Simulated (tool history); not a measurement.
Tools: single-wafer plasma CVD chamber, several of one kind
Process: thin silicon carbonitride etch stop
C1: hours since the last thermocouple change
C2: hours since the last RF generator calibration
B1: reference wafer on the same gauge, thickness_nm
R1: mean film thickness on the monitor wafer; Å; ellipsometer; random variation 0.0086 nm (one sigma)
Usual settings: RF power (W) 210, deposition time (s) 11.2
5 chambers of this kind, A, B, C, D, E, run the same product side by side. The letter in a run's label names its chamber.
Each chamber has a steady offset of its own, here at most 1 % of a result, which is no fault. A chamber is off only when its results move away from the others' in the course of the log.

run 1B hour=8.2 | RF_power_(W)=210 deposition_time_(s)=11.2 | C1=2075.1 C2=777.1 | B1=6.7702 | R1=64.4
run 2A hour=23.2 | RF_power_(W)=210 deposition_time_(s)=11.2 | C1=2011.2 C2=467.7 | B1=6.7726 | R1=65.136
-- hour=36.1 chamber C: thermocouple changed; heater temperature recalibrated
run 3C hour=38.6 | RF_power_(W)=210 deposition_time_(s)=11.2 | C1=2.5 C2=80.2 | B1=6.7747 | R1=64.85
run 4E hour=49.7 | RF_power_(W)=210 deposition_time_(s)=11.2 | C1=1539.8 C2=661.1 | B1=6.7753 | R1=65.003
run 5D hour=61.4 | RF_power_(W)=210 deposition_time_(s)=11.2 | C1=1241 C2=1136.6 | B1=6.7733 | R1=64.932
run 6C hour=76.8 | RF_power_(W)=210 deposition_time_(s)=11.2 | C1=40.7 C2=118.4 | B1=6.7754 | R1=64.903
run 7B hour=89.1 | RF_power_(W)=210 deposition_time_(s)=11.2 | C1=2156 C2=858 | B1=6.7736 | R1=64.4
run 8D hour=97.6 | RF_power_(W)=210 deposition_time_(s)=11.2 | C1=1277.2 C2=1172.8 | B1=6.7756 | R1=64.881
run 9E hour=110.3 | RF_power_(W)=210 deposition_time_(s)=11.2 | C1=1600.4 C2=721.7 | B1=6.7756 | R1=65.24
run 10A hour=122 | RF_power_(W)=210 deposition_time_(s)=11.2 | C1=2110 C2=566.5 | B1=6.7804 | R1=65.254
-- hour=125.1 chamber A: thermocouple changed; heater temperature recalibrated
run 11E hour=134.5 | RF_power_(W)=210 deposition_time_(s)=11.2 | C1=1624.6 C2=745.9 | B1=6.7782 | R1=65.057
run 12B hour=146.6 | RF_power_(W)=210 deposition_time_(s)=11.2 | C1=2213.5 C2=915.5 | B1=6.781 | R1=64.282
run 13C hour=162 | RF_power_(W)=210 deposition_time_(s)=11.2 | C1=125.9 C2=203.6 | B1=6.7806 | R1=64.999
run 14A hour=173.6 | RF_power_(W)=210 deposition_time_(s)=10 | C1=48.5 C2=618.1 | B1=6.7828 | R1=58.26
run 15D hour=188.8 | RF_power_(W)=210 deposition_time_(s)=10 | C1=1368.4 C2=1264 | B1=6.7811 | R1=57.993
run 16D hour=203.9 | RF_power_(W)=210 deposition_time_(s)=10 | C1=1383.5 C2=1279.1 | B1=6.7835 | R1=57.98
run 17C hour=218 | RF_power_(W)=210 deposition_time_(s)=10 | C1=181.9 C2=259.6 | B1=6.7855 | R1=58.088
run 18A hour=233.5 | RF_power_(W)=210 deposition_time_(s)=10 | C1=108.4 C2=678 | B1=6.7847 | R1=58.256
run 19B hour=246.8 | RF_power_(W)=210 deposition_time_(s)=11.2 | C1=2313.7 C2=1015.7 | B1=6.7856 | R1=64.376
run 20E hour=260.4 | RF_power_(W)=210 deposition_time_(s)=11.2 | C1=1750.5 C2=871.8 | B1=6.7848 | R1=65.255
run 21B hour=268.1 | RF_power_(W)=210 deposition_time_(s)=13.2 | C1=2335 C2=1037 | B1=6.7859 | R1=76.007
run 22D hour=279.6 | RF_power_(W)=210 deposition_time_(s)=13.2 | C1=1459.2 C2=1354.8 | B1=6.7889 | R1=76.567
run 23C hour=288.3 | RF_power_(W)=210 deposition_time_(s)=13.2 | C1=252.2 C2=329.9 | B1=6.7888 | R1=76.767
run 24A hour=302.9 | RF_power_(W)=210 deposition_time_(s)=13.2 | C1=177.8 C2=747.4 | B1=6.7896 | R1=76.708
run 25E hour=311.7 | RF_power_(W)=210 deposition_time_(s)=13.2 | C1=1801.8 C2=923.1 | B1=6.7883 | R1=77.06
-- hour=325.8 chamber E: RF generator calibrated
run 26B hour=326 | RF_power_(W)=210 deposition_time_(s)=11.2 | C1=2392.9 C2=1094.9 | B1=6.7923 | R1=64.415
run 27C hour=334.7 | RF_power_(W)=210 deposition_time_(s)=11.2 | C1=298.6 C2=376.3 | B1=6.7919 | R1=65.151
run 28D hour=345.5 | RF_power_(W)=210 deposition_time_(s)=11.2 | C1=1525.1 C2=1420.7 | B1=6.7928 | R1=65.022
run 29A hour=357 | RF_power_(W)=210 deposition_time_(s)=11.2 | C1=231.9 C2=801.5 | B1=6.794 | R1=65.211
run 30E hour=366.3 | RF_power_(W)=210 deposition_time_(s)=11.2 | C1=1856.4 C2=40.6 | B1=6.7945 | R1=65.357
run 31A hour=375.7 | RF_power_(W)=210 deposition_time_(s)=11.2 | C1=250.6 C2=820.2 | B1=6.7946 | R1=65.398
run 32D hour=388.5 | RF_power_(W)=210 deposition_time_(s)=11.2 | C1=1568.1 C2=1463.7 | B1=6.7953 | R1=64.936
run 33C hour=402.4 | RF_power_(W)=210 deposition_time_(s)=11.2 | C1=366.3 C2=444 | B1=6.796 | R1=65.223
run 34E hour=410.6 | RF_power_(W)=210 deposition_time_(s)=11.2 | C1=1900.7 C2=84.9 | B1=6.7977 | R1=65.349
run 35B hour=425.2 | RF_power_(W)=210 deposition_time_(s)=11.2 | C1=2492.1 C2=1194.1 | B1=6.7993 | R1=64.654
run 36C hour=434.2 | RF_power_(W)=210 deposition_time_(s)=11.2 | C1=398.1 C2=475.8 | B1=6.7993 | R1=64.993
run 37B hour=449.5 | RF_power_(W)=210 deposition_time_(s)=11.2 | C1=2516.4 C2=1218.4 | B1=6.8043 | R1=64.505
run 38A hour=460.2 | RF_power_(W)=210 deposition_time_(s)=11.2 | C1=335.1 C2=904.7 | B1=6.8019 | R1=65.154
run 39D hour=473.3 | RF_power_(W)=210 deposition_time_(s)=11.2 | C1=1652.9 C2=1548.5 | B1=6.8017 | R1=64.976
run 40E hour=481.5 | RF_power_(W)=210 deposition_time_(s)=11.2 | C1=1971.6 C2=155.8 | B1=6.801 | R1=65.313
run 41E hour=495.4 | RF_power_(W)=210 deposition_time_(s)=11.2 | C1=1985.5 C2=169.7 | B1=6.8043 | R1=65.438
run 42C hour=509.4 | RF_power_(W)=210 deposition_time_(s)=11.2 | C1=473.3 C2=551 | B1=6.8045 | R1=65.163
run 43B hour=517.7 | RF_power_(W)=210 deposition_time_(s)=11.2 | C1=2584.6 C2=1286.6 | B1=6.8069 | R1=64.585
run 44A hour=531.2 | RF_power_(W)=210 deposition_time_(s)=11.2 | C1=406.1 C2=975.7 | B1=6.8092 | R1=65.333

Next, every chamber runs the same settings. What will each give?
run 45A hour=542.4 | RF_power_(W)=240 deposition_time_(s)=11.2 | R1=?
run 45B hour=542.4 | RF_power_(W)=240 deposition_time_(s)=11.2 | R1=?
run 45C hour=542.4 | RF_power_(W)=240 deposition_time_(s)=11.2 | R1=?
run 45D hour=542.4 | RF_power_(W)=240 deposition_time_(s)=11.2 | R1=?
run 45E hour=542.4 | RF_power_(W)=240 deposition_time_(s)=11.2 | R1=?

run=45A R1=68.16
run=45B R1=67.482
run=45C R1=67.958
run=45D R1=67.861
run=45E R1=68.081
